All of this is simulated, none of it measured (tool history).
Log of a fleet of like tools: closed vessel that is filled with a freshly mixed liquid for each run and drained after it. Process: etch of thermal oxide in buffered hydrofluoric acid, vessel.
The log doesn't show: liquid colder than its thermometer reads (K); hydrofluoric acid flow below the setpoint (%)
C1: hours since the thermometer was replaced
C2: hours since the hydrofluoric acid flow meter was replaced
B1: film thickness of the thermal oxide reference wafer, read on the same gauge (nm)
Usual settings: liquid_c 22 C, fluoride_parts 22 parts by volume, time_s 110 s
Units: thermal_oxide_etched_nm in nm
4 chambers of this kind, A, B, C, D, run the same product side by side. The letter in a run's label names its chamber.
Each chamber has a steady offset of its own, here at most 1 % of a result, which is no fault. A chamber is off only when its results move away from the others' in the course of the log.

{"run": "1C", "day": 0.388, "liquid_c": 22, "fluoride_parts": 22, "time_s": 110, "C1": 425.8, "C2": 535.9, "B1": 80.056, "thermal_oxide_etched_nm": 56.808}
{"run": "2B", "day": 0.767, "liquid_c": 22, "fluoride_parts": 22, "time_s": 110, "C1": 1048.4, "C2": 434.9, "B1": 79.945, "thermal_oxide_etched_nm": 55.72}
{"run": "3D", "day": 1.038, "liquid_c": 22, "fluoride_parts": 22, "time_s": 110, "C1": 666.2, "C2": 410.3, "B1": 80.001, "thermal_oxide_etched_nm": 55.29}
{"run": "4A", "day": 1.275, "liquid_c": 22, "fluoride_parts": 22, "time_s": 110, "C1": 397.9, "C2": 602.4, "B1": 80, "thermal_oxide_etched_nm": 55.939}
{"run": "5D", "day": 1.671, "liquid_c": 22, "fluoride_parts": 22, "time_s": 110, "C1": 681.4, "C2": 425.5, "B1": 80.049, "thermal_oxide_etched_nm": 56.312}
{"run": "6B", "day": 2.029, "liquid_c": 22, "fluoride_parts": 22, "time_s": 110, "C1": 1078.7, "C2": 465.2, "B1": 80.008, "thermal_oxide_etched_nm": 55.63}
{"run": "7C", "day": 2.462, "liquid_c": 22, "fluoride_parts": 22, "time_s": 110, "C1": 475.6, "C2": 585.7, "B1": 80.004, "thermal_oxide_etched_nm": 56.38}
{"run": "8A", "day": 2.854, "liquid_c": 22, "fluoride_parts": 22, "time_s": 110, "C1": 435.8, "C2": 640.3, "B1": 80.006, "thermal_oxide_etched_nm": 55.055}
{"run": "9C", "day": 3.171, "liquid_c": 18, "fluoride_parts": 22, "time_s": 110, "C1": 492.6, "C2": 602.7, "B1": 80.025, "thermal_oxide_etched_nm": 43.915}
{"run": "10D", "day": 3.538, "liquid_c": 18, "fluoride_parts": 22, "time_s": 110, "C1": 726.2, "C2": 470.3, "B1": 79.968, "thermal_oxide_etched_nm": 44.503}
{"run": "11A", "day": 3.879, "liquid_c": 18, "fluoride_parts": 22, "time_s": 110, "C1": 460.4, "C2": 664.9, "B1": 80.017, "thermal_oxide_etched_nm": 43.931}
{"run": "12B", "day": 4.25, "liquid_c": 18, "fluoride_parts": 22, "time_s": 110, "C1": 1132, "C2": 518.5, "B1": 79.997, "thermal_oxide_etched_nm": 44.407}
{"run": "13C", "day": 4.608, "liquid_c": 24.5, "fluoride_parts": 22, "time_s": 85, "C1": 527.1, "C2": 637.2, "B1": 80.081, "thermal_oxide_etched_nm": 50.183}
{"run": "14D", "day": 4.992, "liquid_c": 24.5, "fluoride_parts": 22, "time_s": 85, "C1": 761.1, "C2": 505.2, "B1": 80.02, "thermal_oxide_etched_nm": 47.917}
{"run": "15A", "day": 5.304, "liquid_c": 24.5, "fluoride_parts": 22, "time_s": 85, "C1": 494.6, "C2": 699.1, "B1": 80.059, "thermal_oxide_etched_nm": 49.537}
{"run": "16B", "day": 5.742, "liquid_c": 24.5, "fluoride_parts": 22, "time_s": 85, "C1": 1167.8, "C2": 554.3, "B1": 79.999, "thermal_oxide_etched_nm": 49.648}
{"run": "17B", "day": 6.1, "liquid_c": 22, "fluoride_parts": 22, "time_s": 110, "C1": 1176.4, "C2": 562.9, "B1": 79.954, "thermal_oxide_etched_nm": 55.825}
{"run": "18A", "day": 6.533, "liquid_c": 22, "fluoride_parts": 22, "time_s": 110, "C1": 524.1, "C2": 728.6, "B1": 80.034, "thermal_oxide_etched_nm": 55.098}
{"run": "19C", "day": 6.796, "liquid_c": 22, "fluoride_parts": 22, "time_s": 110, "C1": 579.6, "C2": 689.7, "B1": 80.054, "thermal_oxide_etched_nm": 55.983}
{"run": "20D", "day": 7.071, "liquid_c": 22, "fluoride_parts": 22, "time_s": 110, "C1": 811, "C2": 555.1, "B1": 79.959, "thermal_oxide_etched_nm": 52.673}
{"run": "21D", "day": 7.35, "liquid_c": 22, "fluoride_parts": 22, "time_s": 110, "C1": 817.7, "C2": 561.8, "B1": 80.031, "thermal_oxide_etched_nm": 53.104}
{"run": "22C", "day": 7.583, "liquid_c": 22, "fluoride_parts": 22, "time_s": 110, "C1": 598.5, "C2": 708.6, "B1": 79.987, "thermal_oxide_etched_nm": 56.559}
{"run": "23B", "day": 7.842, "liquid_c": 22, "fluoride_parts": 22, "time_s": 110, "C1": 1218.2, "C2": 604.7, "B1": 79.943, "thermal_oxide_etched_nm": 55.98}
{"run": "24A", "day": 8.054, "liquid_c": 22, "fluoride_parts": 22, "time_s": 110, "C1": 560.6, "C2": 765.1, "B1": 80.027, "thermal_oxide_etched_nm": 55.657}
{"run": "25D", "day": 8.354, "liquid_c": 22, "fluoride_parts": 22, "time_s": 110, "C1": 841.8, "C2": 585.9, "B1": 80.014, "thermal_oxide_etched_nm": 50.692}
{"run": "26C", "day": 8.762, "liquid_c": 22, "fluoride_parts": 22, "time_s": 110, "C1": 626.8, "C2": 736.9, "B1": 80.033, "thermal_oxide_etched_nm": 55.51}
{"run": "27A", "day": 9.0, "liquid_c": 22, "fluoride_parts": 22, "time_s": 110, "C1": 583.3, "C2": 787.8, "B1": 79.982, "thermal_oxide_etched_nm": 55.528}
{"run": "28B", "day": 9.35, "liquid_c": 22, "fluoride_parts": 22, "time_s": 110, "C1": 1254.4, "C2": 640.9, "B1": 79.99, "thermal_oxide_etched_nm": 54.358}
{"run": "29B", "day": 9.738, "liquid_c": 22, "fluoride_parts": 22, "time_s": 110, "C1": 1263.7, "C2": 650.2, "B1": 79.998, "thermal_oxide_etched_nm": 56.16}
{"run": "30A", "day": 10.167, "liquid_c": 22, "fluoride_parts": 22, "time_s": 110, "C1": 611.3, "C2": 815.8, "B1": 79.979, "thermal_oxide_etched_nm": 55.425}

All 4 chambers run these settings next. Forecast each chamber's results:
{"run": "31A", "day": 10.496, "liquid_c": 22, "fluoride_parts": 18.5, "time_s": 110, "thermal_oxide_etched_nm": "?"}
{"run": "31B", "day": 10.496, "liquid_c": 22, "fluoride_parts": 18.5, "time_s": 110, "thermal_oxide_etched_nm": "?"}
{"run": "31C", "day": 10.496, "liquid_c": 22, "fluoride_parts": 18.5, "time_s": 110, "thermal_oxide_etched_nm": "?"}
{"run": "31D", "day": 10.496, "liquid_c": 22, "fluoride_parts": 18.5, "time_s": 110, "thermal_oxide_etched_nm": "?"}

run=31A thermal_oxide_etched_nm=64.396
run=31B thermal_oxide_etched_nm=63.183
run=31C thermal_oxide_etched_nm=63.906
run=31D thermal_oxide_etched_nm=56.921
